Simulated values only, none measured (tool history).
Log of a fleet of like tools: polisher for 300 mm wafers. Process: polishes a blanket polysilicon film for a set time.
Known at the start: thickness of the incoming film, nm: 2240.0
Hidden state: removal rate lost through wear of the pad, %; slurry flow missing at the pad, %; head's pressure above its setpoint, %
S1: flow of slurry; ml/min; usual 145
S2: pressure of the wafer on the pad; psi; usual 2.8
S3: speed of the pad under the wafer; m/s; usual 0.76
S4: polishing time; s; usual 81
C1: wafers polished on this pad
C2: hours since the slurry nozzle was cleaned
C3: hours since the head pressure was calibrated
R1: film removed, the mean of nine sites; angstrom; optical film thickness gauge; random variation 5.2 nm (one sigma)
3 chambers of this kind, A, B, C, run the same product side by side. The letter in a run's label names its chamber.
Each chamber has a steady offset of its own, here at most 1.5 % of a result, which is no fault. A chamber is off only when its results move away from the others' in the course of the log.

| run | hour | S1 | S2 | S3 | S4 | C1 | C2 | C3 | R1 |
|---|---|---|---|---|---|---|---|---|---|
|  | 5.3 | chamber B: worn pad replaced by a new one |
| 1A | 8.6 | 145 | 2.8 | 0.76 | 81 | 914 | 129.8 | 206.5 | 5690.9 |
| 2C | 16.5 | 145 | 2.8 | 0.76 | 81 | 342 | 208.2 | 509.4 | 5884.3 |
|  | 24.6 | chamber A: worn pad replaced by a new one |
| 3B | 25.4 | 145 | 2.8 | 0.76 | 81 | 213 | 482.5 | 458.6 | 5740 |
| 4A | 30.6 | 145 | 2.8 | 0.76 | 81 | 63 | 151.8 | 228.5 | 5854.5 |
| 5C | 35.6 | 145 | 2.8 | 0.76 | 81 | 544 | 227.3 | 528.5 | 5827.1 |
| 6B | 44.7 | 145 | 2.8 | 0.76 | 81 | 416 | 501.8 | 477.9 | 5728.5 |
| 7B | 49.3 | 145 | 2.8 | 0.76 | 81 | 465 | 506.4 | 482.5 | 5738.2 |
| 8C | 55.5 | 145 | 2.8 | 0.76 | 81 | 754 | 247.2 | 548.4 | 5819.6 |
| 9A | 61.4 | 145 | 2.8 | 0.76 | 81 | 388 | 182.6 | 259.3 | 5820 |
| 10A | 67 | 145 | 2.8 | 0.76 | 81 | 448 | 188.2 | 264.9 | 5925.1 |
| 11C | 77.1 | 145 | 2.8 | 0.76 | 81 | 982 | 268.8 | 570 | 5829.3 |
| 12B | 86.2 | 145 | 2 | 0.76 | 81 | 854 | 543.3 | 519.4 | 4163.5 |
| 13C | 91.8 | 145 | 2 | 0.76 | 81 | 1137 | 283.5 | 584.7 | 4209.6 |
| 14A | 97.9 | 145 | 2 | 0.76 | 81 | 774 | 219.1 | 295.8 | 4255.5 |
| 15B | 104 | 145 | 2.8 | 1 | 81 | 1042 | 561.1 | 537.2 | 7626.7 |
| 16B | 111.4 | 145 | 2.8 | 1 | 81 | 1121 | 568.5 | 544.6 | 7685.3 |
|  | 117.2 | chamber B: worn pad replaced by a new one |
| 17C | 117.4 | 145 | 2.8 | 1 | 81 | 1408 | 309.1 | 610.3 | 7577.9 |
|  | 118.9 | chamber A: worn pad replaced by a new one |
| 18A | 122.4 | 145 | 2.8 | 0.76 | 81 | 37 | 243.6 | 320.3 | 5976 |
| 19A | 127 | 145 | 3.5 | 0.76 | 81 | 85 | 248.2 | 324.9 | 7479.2 |
|  | 130.3 | chamber C: worn pad replaced by a new one |
| 20B | 134.4 | 145 | 3.5 | 0.76 | 81 | 182 | 591.5 | 567.6 | 7160.8 |
| 21C | 142.2 | 145 | 3.5 | 0.76 | 81 | 125 | 333.9 | 635.1 | 7218.8 |
| 22C | 147.6 | 145 | 2.8 | 0.76 | 81 | 182 | 339.3 | 640.5 | 5789 |
| 23A | 152.1 | 145 | 2.8 | 0.76 | 81 | 350 | 273.3 | 350 | 6130.5 |
| 24B | 160.4 | 145 | 2.8 | 0.76 | 81 | 457 | 617.5 | 593.6 | 5830.8 |
| 25B | 167.8 | 175 | 2.8 | 0.76 | 90 | 535 | 624.9 | 601 | 6557.6 |
| 26C | 177 | 175 | 2.8 | 0.76 | 90 | 493 | 368.7 | 669.9 | 6593 |
| 27A | 183.9 | 175 | 2.8 | 0.76 | 90 | 686 | 305.1 | 381.8 | 7048.8 |
| 28B | 191.2 | 145 | 3.1 | 0.96 | 81 | 782 | 648.3 | 624.4 | 8156.2 |

What goes on in this fleet: one chamber off, a drifting gauge, or nothing beyond the chambers' own small offsets? Name the chamber and the cause, if any.

Chamber A drifts away from the others.
Cause: head's pressure above its setpoint, % = 7.94.

Here are 4 candidates for chamber A's next run, each the usual settings with a change, their results left as question marks. Which one brings its results back in line with what the others give on the usual settings?
In line means no further than this from the other chambers' mean on the usual settings: R1 180 angstrom
| 29A-1 | 198.5 | 145 | 2.8 | 0.76 | 82 |  |  |  | ? |
| 29A-2 | 198.5 | 145 | 2.9 | 0.78 | 82 |  |  |  | ? |
| 29A-3 | 198.5 | 145 | 2.8 | 0.74 | 78 |  |  |  | ? |
| 29A-4 | 198.5 | 145 | 2.8 | 0.76 | 80 |  |  |  | ? |

The other chambers' mean on the usual settings: R1 5796 angstrom
| run | R1 |
|---|---|
| 29A-1 | 6256 |
| 29A-2 | 6649.5 |
| 29A-3 | 5796.6 |
| 29A-4 | 6103.5 |
29A-3 brings the chamber back in line.
